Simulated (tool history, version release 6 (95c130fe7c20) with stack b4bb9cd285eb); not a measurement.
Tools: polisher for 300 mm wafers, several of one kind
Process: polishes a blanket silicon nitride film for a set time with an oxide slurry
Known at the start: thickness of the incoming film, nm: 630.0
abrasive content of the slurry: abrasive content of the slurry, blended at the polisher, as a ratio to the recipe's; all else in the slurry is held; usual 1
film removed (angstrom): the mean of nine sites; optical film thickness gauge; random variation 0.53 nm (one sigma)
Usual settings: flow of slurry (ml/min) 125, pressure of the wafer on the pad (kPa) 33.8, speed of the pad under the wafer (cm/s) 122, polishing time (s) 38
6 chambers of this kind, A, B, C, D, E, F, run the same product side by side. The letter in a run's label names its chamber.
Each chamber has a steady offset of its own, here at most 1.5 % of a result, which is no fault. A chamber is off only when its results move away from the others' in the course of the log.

run	hour	flow of slurry (ml/min)	pressure of the wafer on the pad (kPa)	speed of the pad under the wafer (cm/s)	abrasive content of the slurry	polishing time (s)	wafers polished on this pad	hours since the slurry nozzle was cleaned	hours since the head pressure was calibrated	hours since the slurry blender was calibrated	hours since the conditioning disc was replaced	film removed (angstrom)
1C	7	125	33.8	122	1	38	878	58.6	673.8	66.3	31.5	359.35
2E	16.6	125	33.8	122	1	38	609	239.8	638.2	176.9	143.4	352.48
# hour 17.2: chamber B: worn pad replaced by a new one
# hour 19.4: chamber D: worn pad replaced by a new one
3F	26.3	125	33.8	122	1	38	471	236.6	260.3	154.1	134.6	354.67
# hour 32.8: chamber C: worn pad replaced by a new one
# hour 35: chamber D: slurry blender recalibrated
4A	36.1	125	33.8	122	1	38	512	416.9	469	282.5	59.7	359.16
# hour 40.3: chamber A: slurry blender recalibrated
# hour 44: chamber F: worn pad replaced by a new one
5B	45.8	125	41.4	160	1	38	340	151.4	1126.7	430.3	90.7	545.33
# hour 49.3: chamber B: slurry blender recalibrated
# hour 52.3: chamber A: worn pad replaced by a new one
6D	56.6	125	41.4	160	1	38	443	224.4	902.2	21.6	238.1	549.71
7F	62.7	125	41.4	160	1	38	223	273	296.7	190.5	171	543.85
# hour 64.9: chamber E: conditioning disc replaced and pad reconditioned
# hour 67.6: chamber E: head pressure recalibrated
# hour 70.2: chamber E: slurry blender recalibrated
8D	70.4	125	41.4	160	1	38	607	238.2	916	35.4	251.9	555.6
# hour 70.9: chamber B: worn pad replaced by a new one
9E	79.9	125	41.4	160	1	38	1362	303.1	12.3	9.7	15.1	539.81
# hour 82.4: chamber E: worn pad replaced by a new one
# hour 82.8: chamber C: conditioning disc replaced and pad reconditioned
10B	88.1	125	41.4	160	1	38	204	193.7	1169	38.9	133	547.37
11A	93	125	33.8	122	1	38	484	473.8	525.9	52.8	116.6	355.6
# hour 99: chamber D: worn pad replaced by a new one
# hour 101: chamber C: head pressure recalibrated
12C	101	125	33.8	122	1	38	812	152.6	0	160.3	18.2	366.38
# hour 101.6: chamber F: worn pad replaced by a new one
13D	109.7	125	33.8	122	1	38	127	277.5	955.3	74.7	291.2	361.73
# hour 116: chamber A: worn pad replaced by a new one
14A	116.5	145	33.8	122	1	26	6	497.3	549.4	76.3	140.1	249.38
# hour 123.3: chamber C: worn pad replaced by a new one
# hour 124.6: chamber D: head pressure recalibrated
15B	125.4	145	33.8	122	1	26	648	231	1206.3	76.2	170.3	251.32
# hour 126.1: chamber B: worn pad replaced by a new one
# hour 127: chamber B: head pressure recalibrated
# hour 133.3: chamber F: slurry nozzle cleaned
# hour 133.9: chamber F: conditioning disc replaced and pad reconditioned
16E	136.5	145	33.8	122	1	26	644	359.7	68.9	66.3	71.7	247.82
17F	145.5	145	33.8	122	1	26	522	12.2	379.5	273.3	11.7	249.83
# hour 150.8: chamber A: head pressure recalibrated
18C	152.9	145	33.8	122	1	26	353	204.5	51.9	212.2	70.1	250.26
# hour 159.8: chamber F: worn pad replaced by a new one
# hour 159.9: chamber B: conditioning disc replaced and pad reconditioned
19E	161.6	145	33.8	122	1	26	943	384.8	94	91.4	96.8	255.32
20C	170.4	125	33.8	122	1	38	561	222	69.4	229.7	87.6	362.01
# hour 172.3: chamber D: conditioning disc replaced and pad reconditioned
# hour 174.1: chamber A: worn pad replaced by a new one
21B	177.9	125	33.8	122	1	38	617	283.5	50.9	128.7	18.1	354.68
22A	184.6	125	33.8	122	1	38	125	565.4	33.9	144.4	208.2	358.38
23D	191.9	90	33.8	122	1	47	1105	359.7	67.4	156.9	19.7	415.25
# hour 193.3: chamber B: worn pad replaced by a new one
# hour 195.7: chamber E: worn pad replaced by a new one
# hour 196.4: chamber F: slurry blender recalibrated
24F	198.2	90	33.8	122	1	47	457	64.9	432.2	1.9	64.4	420.89
# hour 199: chamber D: worn pad replaced by a new one
# hour 204.5: chamber C: slurry nozzle cleaned
25F	205.8	90	33.8	122	1	47	547	72.5	439.8	9.5	72	416.42
26D	210.8	90	33.8	122	1	47	141	378.6	86.3	175.8	38.6	406.82
# hour 212.1: chamber C: worn pad replaced by a new one
# hour 212.9: chamber F: worn pad replaced by a new one
# hour 213.4: chamber C: conditioning disc replaced and pad reconditioned
27B	220.8	90	33.8	122	1	47	327	326.4	93.8	171.6	61	415.39
28C	228.1	90	33.8	122	1	47	190	23.6	127.1	287.4	14.7	419.27
29E	235.4	100	33.8	122	1	38	473	458.6	167.8	165.2	170.6	342.69
# hour 242.2: chamber A: worn pad replaced by a new one
30A	243	100	33.8	122	1	38	10	623.8	92.3	202.8	266.6	339.68
# hour 253.3: chamber C: slurry blender recalibrated
31B	254	100	33.8	122	1	38	722	359.6	127	204.8	94.2	337.96
# hour 257.3: chamber E: slurry nozzle cleaned
32F	262	100	33.8	122	1	38	584	128.7	496	65.7	128.2	342.98
# hour 263.6: chamber D: slurry blender recalibrated
33E	266.8	100	33.8	122	1	38	847	9.6	199.2	196.6	202	348.7
34C	273.5	100	33.8	122	1	38	730	69	172.5	20.3	60.1	345.98
35A	281.8	105	33.8	122	1	38	471	662.6	131.1	241.6	305.4	349.14
# hour 282.2: chamber D: worn pad replaced by a new one
36D	289.7	105	33.8	122	1	38	89	457.5	165.2	26.2	117.5	345.79
37E	296.4	105	33.8	122	1	38	1199	39.2	228.8	226.2	231.6	347.09
38D	306.9	105	33.8	122	1	38	293	474.7	182.4	43.4	134.7	348.27

What goes on in this fleet: one chamber off, a drifting gauge, or nothing beyond the chambers' own small offsets? Name the chamber and the cause, if any.

No chamber stands off beyond its own small offset, and the gauge holds steady.

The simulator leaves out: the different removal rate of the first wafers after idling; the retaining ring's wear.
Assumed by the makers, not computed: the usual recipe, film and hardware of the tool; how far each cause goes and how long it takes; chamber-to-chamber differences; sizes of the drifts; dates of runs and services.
